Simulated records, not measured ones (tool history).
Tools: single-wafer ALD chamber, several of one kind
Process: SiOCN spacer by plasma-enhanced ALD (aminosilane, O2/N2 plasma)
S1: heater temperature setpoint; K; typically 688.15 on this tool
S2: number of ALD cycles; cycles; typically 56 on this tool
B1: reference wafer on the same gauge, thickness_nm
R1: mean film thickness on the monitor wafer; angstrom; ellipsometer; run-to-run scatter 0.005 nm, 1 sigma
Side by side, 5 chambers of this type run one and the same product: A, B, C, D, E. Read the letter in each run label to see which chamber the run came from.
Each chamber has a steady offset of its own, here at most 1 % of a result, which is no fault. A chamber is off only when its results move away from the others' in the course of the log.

Run 1B, day 0.217: usual settings; B1 3.4420. Result: R1 32.303 angstrom.
Run 2C, day 0.367: usual settings; B1 3.4406. Result: R1 32.012 angstrom.
Run 3A, day 0.500: usual settings; B1 3.4412. Result: R1 32.283 angstrom.
Run 4D, day 0.650: usual settings; B1 3.4431. Result: R1 32.101 angstrom.
Run 5E, day 0.833: usual settings; B1 3.4425. Result: R1 32.161 angstrom.
Run 6B, day 0.954: usual settings; B1 3.4427. Result: R1 32.238 angstrom.
Run 7C, day 1.108: usual settings; B1 3.4428. Result: R1 32.012 angstrom.
Run 8A, day 1.229: usual settings; B1 3.4450. Result: R1 32.225 angstrom.
Run 9E, day 1.446: usual settings; B1 3.4445. Result: R1 32.261 angstrom.
Run 10D, day 1.692: usual settings; B1 3.4438. Result: R1 32.249 angstrom.
Run 11B, day 1.871: usual settings; B1 3.4464. Result: R1 32.162 angstrom.
Run 12A, day 2.038: usual settings; B1 3.4478. Result: R1 32.337 angstrom.
Run 13D, day 2.200: usual settings but S1 702.15 K, S2 50 cycles; B1 3.4488. Result: R1 27.451 angstrom.
Run 14C, day 2.408: usual settings but S1 702.15 K, S2 50 cycles; B1 3.4488. Result: R1 27.418 angstrom.
Run 15E, day 2.558: usual settings but S1 702.15 K, S2 50 cycles; B1 3.4476. Result: R1 27.489 angstrom.
Run 16B, day 2.783: usual settings but S1 702.15 K, S2 50 cycles; B1 3.4497. Result: R1 27.624 angstrom.
At day 2.950: chamber A: thermocouple changed; heater temperature recalibrated.
Run 17A, day 2.988: usual settings but S1 702.15 K, S2 50 cycles; B1 3.4506. Result: R1 27.544 angstrom.
Run 18E, day 3.250: usual settings but S1 677.15 K, S2 61 cycles; B1 3.4509. Result: R1 36.337 angstrom.
Run 19D, day 3.446: usual settings but S1 677.15 K, S2 61 cycles; B1 3.4516. Result: R1 36.271 angstrom.
Run 20C, day 3.675: usual settings but S1 677.15 K, S2 61 cycles; B1 3.4527. Result: R1 36.224 angstrom.
Run 21A, day 3.829: usual settings but S1 677.15 K, S2 61 cycles; B1 3.4522. Result: R1 36.465 angstrom.
Run 22D, day 4.083: usual settings but S1 677.15 K, S2 61 cycles; B1 3.4528. Result: R1 36.261 angstrom.
Run 23C, day 4.267: usual settings; B1 3.4546. Result: R1 32.147 angstrom.
Run 24B, day 4.525: usual settings; B1 3.4560. Result: R1 32.429 angstrom.
Run 25E, day 4.754: usual settings but S1 697.15 K, S2 61 cycles; B1 3.4550. Result: R1 34.215 angstrom.
Run 26E, day 4.975: usual settings but S1 697.15 K, S2 61 cycles; B1 3.4567. Result: R1 34.353 angstrom.
Run 27C, day 5.100: usual settings but S1 697.15 K, S2 61 cycles; B1 3.4566. Result: R1 34.134 angstrom.
Run 28A, day 5.221: usual settings but S1 697.15 K, S2 61 cycles; B1 3.4583. Result: R1 34.257 angstrom.
Run 29B, day 5.446: usual settings but S1 697.15 K, S2 61 cycles; B1 3.4586. Result: R1 34.264 angstrom.
Run 30D, day 5.588: usual settings; B1 3.4591. Result: R1 32.349 angstrom.
Run 31A, day 5.796: usual settings; B1 3.4600. Result: R1 32.397 angstrom.
Run 32D, day 6.025: usual settings; B1 3.4593. Result: R1 32.266 angstrom.
Run 33B, day 6.242: usual settings; B1 3.4612. Result: R1 32.407 angstrom.
Run 34E, day 6.492: usual settings; B1 3.4600. Result: R1 32.336 angstrom.

Next, every chamber runs the same settings. What will each give?
Run 35A, day 6.679: usual settings but S2 64 cycles. Result: R1 ?.
Run 35B, day 6.679: usual settings but S2 64 cycles. Result: R1 ?.
Run 35C, day 6.679: usual settings but S2 64 cycles. Result: R1 ?.
Run 35D, day 6.679: usual settings but S2 64 cycles. Result: R1 ?.
Run 35E, day 6.679: usual settings but S2 64 cycles. Result: R1 ?.

run      R1
35A  37.042
35B  37.110
35C  36.876
35D  36.962
35E  36.935
